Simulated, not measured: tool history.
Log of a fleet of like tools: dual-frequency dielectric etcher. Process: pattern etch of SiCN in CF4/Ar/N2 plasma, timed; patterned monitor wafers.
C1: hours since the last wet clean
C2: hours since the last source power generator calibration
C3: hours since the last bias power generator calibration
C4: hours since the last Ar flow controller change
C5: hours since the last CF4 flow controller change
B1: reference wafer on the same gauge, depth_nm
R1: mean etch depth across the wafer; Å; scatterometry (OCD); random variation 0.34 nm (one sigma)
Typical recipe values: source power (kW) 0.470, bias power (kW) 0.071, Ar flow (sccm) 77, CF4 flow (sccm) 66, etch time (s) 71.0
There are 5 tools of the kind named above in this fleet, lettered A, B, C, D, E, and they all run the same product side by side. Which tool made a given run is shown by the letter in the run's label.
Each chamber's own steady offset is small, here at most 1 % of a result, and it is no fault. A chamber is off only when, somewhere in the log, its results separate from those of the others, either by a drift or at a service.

Run 1D, hour 5.0: usual settings; C1 269.4; C2 389.4; C3 317.3; C4 1714.4; C5 910.9; B1 54.426. Result: R1 650.26 Å.
Run 2A, hour 11.4: usual settings; C1 394.9; C2 18.0; C3 1199.5; C4 1561.2; C5 528.2; B1 54.342. Result: R1 652.42 Å.
Run 3B, hour 16.3: usual settings; C1 108.6; C2 2886.3; C3 242.8; C4 612.8; C5 358.0; B1 54.416. Result: R1 646.89 Å.
At hour 18.9: chamber E: bias power generator calibrated.
Run 4C, hour 20.3: usual settings; C1 503.2; C2 1555.3; C3 2798.7; C4 1817.0; C5 3157.0; B1 54.455. Result: R1 661.28 Å.
Run 5E, hour 25.9: usual settings; C1 106.3; C2 985.3; C3 7.1; C4 473.8; C5 757.8; B1 54.380. Result: R1 650.89 Å.
Run 6C, hour 31.8: usual settings but etch time (s) 80.5; C1 514.7; C2 1566.8; C3 2810.2; C4 1828.5; C5 3168.5; B1 54.450. Result: R1 748.54 Å.
Run 7A, hour 35.2: usual settings but etch time (s) 80.5; C1 418.7; C2 41.8; C3 1223.3; C4 1585.0; C5 552.0; B1 54.327. Result: R1 745.02 Å.
At hour 36.0: chamber C: wet clean of the chamber.
Run 8E, hour 39.8: usual settings but etch time (s) 80.5; C1 120.2; C2 999.2; C3 21.0; C4 487.7; C5 771.7; B1 54.372. Result: R1 731.11 Å.
Run 9B, hour 46.5: usual settings but etch time (s) 80.5; C1 138.8; C2 2916.5; C3 273.0; C4 643.0; C5 388.2; B1 54.435. Result: R1 722.99 Å.
At hour 46.9: chamber A: wet clean of the chamber.
Run 10D, hour 51.7: usual settings but etch time (s) 80.5; C1 316.1; C2 436.1; C3 364.0; C4 1761.1; C5 957.6; B1 54.322. Result: R1 748.27 Å.
Run 11D, hour 57.3: usual settings; C1 321.7; C2 441.7; C3 369.6; C4 1766.7; C5 963.2; B1 54.443. Result: R1 647.68 Å.
Run 12C, hour 62.7: usual settings; C1 26.7; C2 1597.7; C3 2841.1; C4 1859.4; C5 3199.4; B1 54.419. Result: R1 654.13 Å.
Run 13A, hour 67.8: usual settings; C1 21.0; C2 74.4; C3 1255.9; C4 1617.6; C5 584.6; B1 54.337. Result: R1 689.19 Å.
Run 14B, hour 73.0: usual settings; C1 165.3; C2 2943.0; C3 299.5; C4 669.5; C5 414.7; B1 54.357. Result: R1 649.18 Å.
Run 15E, hour 79.4: usual settings but CF4 flow (sccm) 79; C1 159.8; C2 1038.8; C3 60.6; C4 527.3; C5 811.3; B1 54.400. Result: R1 667.49 Å.
Run 16C, hour 84.5: usual settings but CF4 flow (sccm) 79; C1 48.5; C2 1619.5; C3 2862.9; C4 1881.2; C5 3221.2; B1 54.442. Result: R1 679.78 Å.
Run 17D, hour 88.1: usual settings but CF4 flow (sccm) 79; C1 352.5; C2 472.5; C3 400.4; C4 1797.5; C5 994.0; B1 54.411. Result: R1 670.42 Å.
Run 18E, hour 94.6: usual settings but CF4 flow (sccm) 79; C1 175.0; C2 1054.0; C3 75.8; C4 542.5; C5 826.5; B1 54.356. Result: R1 666.92 Å.
Run 19B, hour 98.5: usual settings but CF4 flow (sccm) 79; C1 190.8; C2 2968.5; C3 325.0; C4 695.0; C5 440.2; B1 54.432. Result: R1 665.94 Å.
Run 20A, hour 102.3: usual settings; C1 55.5; C2 108.9; C3 1290.4; C4 1652.1; C5 619.1; B1 54.407. Result: R1 684.42 Å.
Run 21A, hour 107.6: usual settings but CF4 flow (sccm) 72, etch time (s) 81.5; C1 60.8; C2 114.2; C3 1295.7; C4 1657.4; C5 624.4; B1 54.368. Result: R1 797.45 Å.
Run 22D, hour 114.2: usual settings but CF4 flow (sccm) 72, etch time (s) 81.5; C1 378.6; C2 498.6; C3 426.5; C4 1823.6; C5 1020.1; B1 54.368. Result: R1 757.76 Å.
Run 23E, hour 118.9: usual settings but CF4 flow (sccm) 72, etch time (s) 81.5; C1 199.3; C2 1078.3; C3 100.1; C4 566.8; C5 850.8; B1 54.422. Result: R1 754.68 Å.
Run 24B, hour 124.1: usual settings but CF4 flow (sccm) 72, etch time (s) 81.5; C1 216.4; C2 2994.1; C3 350.6; C4 720.6; C5 465.8; B1 54.438. Result: R1 751.94 Å.
Run 25C, hour 127.3: usual settings but CF4 flow (sccm) 72, etch time (s) 81.5; C1 91.3; C2 1662.3; C3 2905.7; C4 1924.0; C5 3264.0; B1 54.449. Result: R1 763.89 Å.
Run 26E, hour 131.2: usual settings; C1 211.6; C2 1090.6; C3 112.4; C4 579.1; C5 863.1; B1 54.400. Result: R1 651.83 Å.
Run 27C, hour 135.7: usual settings; C1 99.7; C2 1670.7; C3 2914.1; C4 1932.4; C5 3272.4; B1 54.443. Result: R1 657.79 Å.
Run 28A, hour 138.7: usual settings; C1 91.9; C2 145.3; C3 1326.8; C4 1688.5; C5 655.5; B1 54.439. Result: R1 688.00 Å.
Run 29D, hour 144.9: usual settings; C1 409.3; C2 529.3; C3 457.2; C4 1854.3; C5 1050.8; B1 54.435. Result: R1 653.96 Å.
Run 30B, hour 148.6: usual settings but Ar flow (sccm) 90, etch time (s) 60.0; C1 240.9; C2 3018.6; C3 375.1; C4 745.1; C5 490.3; B1 54.419. Result: R1 533.20 Å.
Run 31E, hour 153.6: usual settings but Ar flow (sccm) 90, etch time (s) 60.0; C1 234.0; C2 1113.0; C3 134.8; C4 601.5; C5 885.5; B1 54.442. Result: R1 534.17 Å.

Each of the 5 chambers runs these same settings next. Fill in every chamber's results:
Run 32A, hour 158.4: usual settings but source power (kW) 0.410. Result: R1 ?.
Run 32B, hour 158.4: usual settings but source power (kW) 0.410. Result: R1 ?.
Run 32C, hour 158.4: usual settings but source power (kW) 0.410. Result: R1 ?.
Run 32D, hour 158.4: usual settings but source power (kW) 0.410. Result: R1 ?.
Run 32E, hour 158.4: usual settings but source power (kW) 0.410. Result: R1 ?.

run      R1
32A  605.66
32B  571.13
32C  584.70
32D  577.03
32E  571.69
